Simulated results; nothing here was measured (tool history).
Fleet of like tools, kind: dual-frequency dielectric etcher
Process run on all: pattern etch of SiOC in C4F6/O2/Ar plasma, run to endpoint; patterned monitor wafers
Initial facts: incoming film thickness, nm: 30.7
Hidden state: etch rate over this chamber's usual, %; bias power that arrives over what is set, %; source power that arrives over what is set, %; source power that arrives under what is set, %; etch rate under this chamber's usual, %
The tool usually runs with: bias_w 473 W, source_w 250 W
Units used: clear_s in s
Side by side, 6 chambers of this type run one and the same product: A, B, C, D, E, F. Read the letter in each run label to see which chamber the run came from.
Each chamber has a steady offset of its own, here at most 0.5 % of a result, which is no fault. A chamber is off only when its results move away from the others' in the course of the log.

run	day	bias_w	source_w	hours since the last wet clean	hours since the last bias power generator calibration	hours since the last source power generator calibration	clear_s
1C	0.362	473	250	25.8	2201.8	1486.2	12.493
2E	0.683	473	250	192.5	2455.7	3640.3	12.477
3F	0.892	473	250	152.1	749.3	685.2	12.464
4D	1.279	473	250	376.8	3289.4	989.6	12.51
5A	1.521	523	200	210.4	2198.4	1644	13.021
6B	1.896	523	200	278.5	1951	637.9	13.152
7F	2.129	523	200	181.8	779	714.9	13.052
8C	2.512	523	200	77.4	2253.4	1537.8	13.201
9E	2.875	523	200	245.1	2508.3	3692.9	13.125
10D	3.067	523	200	419.7	3332.3	1032.5	13.023
11B	3.417	473	250	315	1987.5	674.4	12.674
12A	3.671	525	310	262	2250	1695.6	10.98
# day 3.967: chamber A: bias power generator calibrated
13F	4.062	525	310	228.2	825.4	761.3	11.141
14B	4.333	525	310	337	2009.5	696.4	11.192
15D	4.546	525	310	455.2	3367.8	1068	11.074
16E	4.775	525	310	290.7	2553.9	3738.5	11.191
17C	5.167	525	310	141.1	2317.1	1601.5	11.114
18A	5.562	473	250	307.4	38.3	1741	12.467
19E	5.742	473	250	313.9	2577.1	3761.7	12.704
20F	5.95	473	250	273.5	870.7	806.6	12.47
21D	6.171	431	250	494.2	3406.8	1107	13.035
# day 6.262: chamber D: wet clean of the chamber
22A	6.354	431	250	326.4	57.3	1760	12.958
23C	6.725	431	250	178.5	2354.5	1638.9	12.994
24B	6.983	431	250	400.6	2073.1	760	12.962
25E	7.296	431	250	351.2	2614.4	3799	13.241
26D	7.562	431	250	31.2	3440.2	1140.4	12.968
27B	7.783	378	250	419.8	2092.3	779.2	13.808
28F	8.167	378	250	326.7	923.9	859.8	13.517
29A	8.442	378	250	376.5	107.4	1810.1	13.583
30C	8.8	378	250	228.3	2404.3	1688.7	13.505
31F	9.192	378	250	351.3	948.5	884.4	13.535
32D	9.446	378	250	76.4	3485.4	1185.6	13.519
33E	9.838	473	250	412.2	2675.4	3860	12.757
34C	10.062	473	250	258.6	2434.6	1719	12.657
35B	10.25	517	280	479	2151.5	838.4	11.573
36A	10.6	517	280	428.3	159.2	1861.9	11.524
37A	10.888	517	280	435.2	166.1	1868.8	11.668
38E	11.2	517	280	444.9	2708.1	3892.7	11.969

Read the log: is a single chamber off, either drifting away or since a service, is the gauge that measures every chamber drifting, or is nothing wrong beyond small per-chamber offsets? Name any odd chamber and what most likely caused it.

One chamber, E, drifts off from the rest bit by bit.
Cause: etch rate under this chamber's usual, % = 2.83.

Here are 4 candidates for chamber E's next run, each the usual settings with a change, their results left as question marks. Which one brings its results back in line with what the others give on the usual settings?
In line here means within this much of the mean the other chambers give on the usual settings: clear_s 0.24 s
39E-1	11.483	514	270				?
39E-2	11.483	455	240				?
39E-3	11.483	491	260				?
39E-4	11.483	396	250				?

What the other chambers average on the usual settings: clear_s 12.536 s
run	clear_s
39E-1	12.087
39E-2	13.203
39E-3	12.466
39E-4	13.693
39E-3 puts the chamber back in line with the other chambers.
